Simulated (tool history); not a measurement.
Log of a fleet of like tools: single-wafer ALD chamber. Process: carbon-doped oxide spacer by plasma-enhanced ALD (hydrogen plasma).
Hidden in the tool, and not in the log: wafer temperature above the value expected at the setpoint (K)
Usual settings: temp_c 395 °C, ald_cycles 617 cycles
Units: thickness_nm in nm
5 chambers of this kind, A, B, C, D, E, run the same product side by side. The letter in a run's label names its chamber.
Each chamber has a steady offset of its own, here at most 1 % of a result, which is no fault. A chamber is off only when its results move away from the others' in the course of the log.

| run | hour | temp_c | ald_cycles | hours since the last thermocouple change | read-back reference wafer on the same gauge, thickness_nm | thickness_nm |
|---|---|---|---|---|---|---|
| 1E | 4.7 | 395 | 617 | 257.2 | 27.831 | 30.885 |
| 2B | 11.8 | 395 | 617 | 438.1 | 27.802 | 31.092 |
| 3C | 16.8 | 395 | 617 | 426.7 | 27.798 | 31.022 |
| 4A | 21.2 | 395 | 617 | 743.5 | 27.841 | 30.871 |
| 5D | 24.7 | 395 | 617 | 746.5 | 27.784 | 30.697 |
| 6E | 28.3 | 395 | 617 | 280.8 | 27.811 | 30.722 |
| 7A | 33.3 | 395 | 617 | 755.6 | 27.784 | 31.035 |
| 8D | 38.7 | 395 | 617 | 760.5 | 27.823 | 30.936 |
| 9B | 44.2 | 395 | 617 | 470.5 | 27.799 | 31.178 |
| 10C | 50.3 | 395 | 617 | 460.2 | 27.788 | 30.870 |
| 11D | 53.7 | 395 | 617 | 775.5 | 27.787 | 30.619 |
| 12E | 57.1 | 395 | 617 | 309.6 | 27.799 | 30.735 |
| 13B | 64.1 | 395 | 617 | 490.4 | 27.782 | 31.008 |
| 14A | 71.2 | 395 | 617 | 793.5 | 27.794 | 30.782 |
| 15C | 77.4 | 395 | 617 | 487.3 | 27.819 | 30.881 |
| 16D | 83.0 | 395 | 617 | 804.8 | 27.795 | 31.040 |
| 17C | 88.0 | 395 | 617 | 497.9 | 27.796 | 31.068 |
| 18A | 91.8 | 395 | 617 | 814.1 | 27.799 | 30.917 |
| 19B | 97.1 | 395 | 617 | 523.4 | 27.793 | 30.932 |
| 20E | 100.8 | 395 | 617 | 353.3 | 27.780 | 30.923 |
| 21A | 104.5 | 395 | 617 | 826.8 | 27.814 | 31.069 |
| 22D | 110.1 | 395 | 617 | 831.9 | 27.778 | 30.993 |
| 23B | 114.7 | 395 | 617 | 541.0 | 27.822 | 31.151 |
| 24E | 119.0 | 395 | 617 | 371.5 | 27.795 | 30.549 |
| 25C | 125.9 | 395 | 617 | 535.8 | 27.820 | 30.941 |
| 26C | 131.7 | 395 | 617 | 541.6 | 27.800 | 30.829 |
| 27B | 137.2 | 395 | 617 | 563.5 | 27.780 | 30.978 |
| 28E | 140.8 | 381 | 532 | 393.3 | 27.802 | 26.232 |
| 29D | 145.9 | 381 | 532 | 867.7 | 27.787 | 26.646 |
| 30A | 150.1 | 381 | 532 | 872.4 | 27.791 | 26.696 |
| 31E | 155.5 | 381 | 532 | 408.0 | 27.794 | 26.495 |
| 32D | 158.8 | 381 | 532 | 880.6 | 27.793 | 26.461 |
| 33B | 165.8 | 395 | 617 | 592.1 | 27.798 | 31.213 |
| 34C | 171.3 | 395 | 617 | 581.2 | 27.793 | 31.050 |
| 35A | 177.6 | 395 | 617 | 899.9 | 27.808 | 31.024 |
| 36C | 184.0 | 389 | 656 | 593.9 | 27.786 | 33.204 |

What goes on in this fleet: one chamber off, a drifting gauge, or nothing beyond the chambers' own small offsets? Name the chamber and the cause, if any.

No chamber stands off beyond its own small offset, and the gauge holds steady.
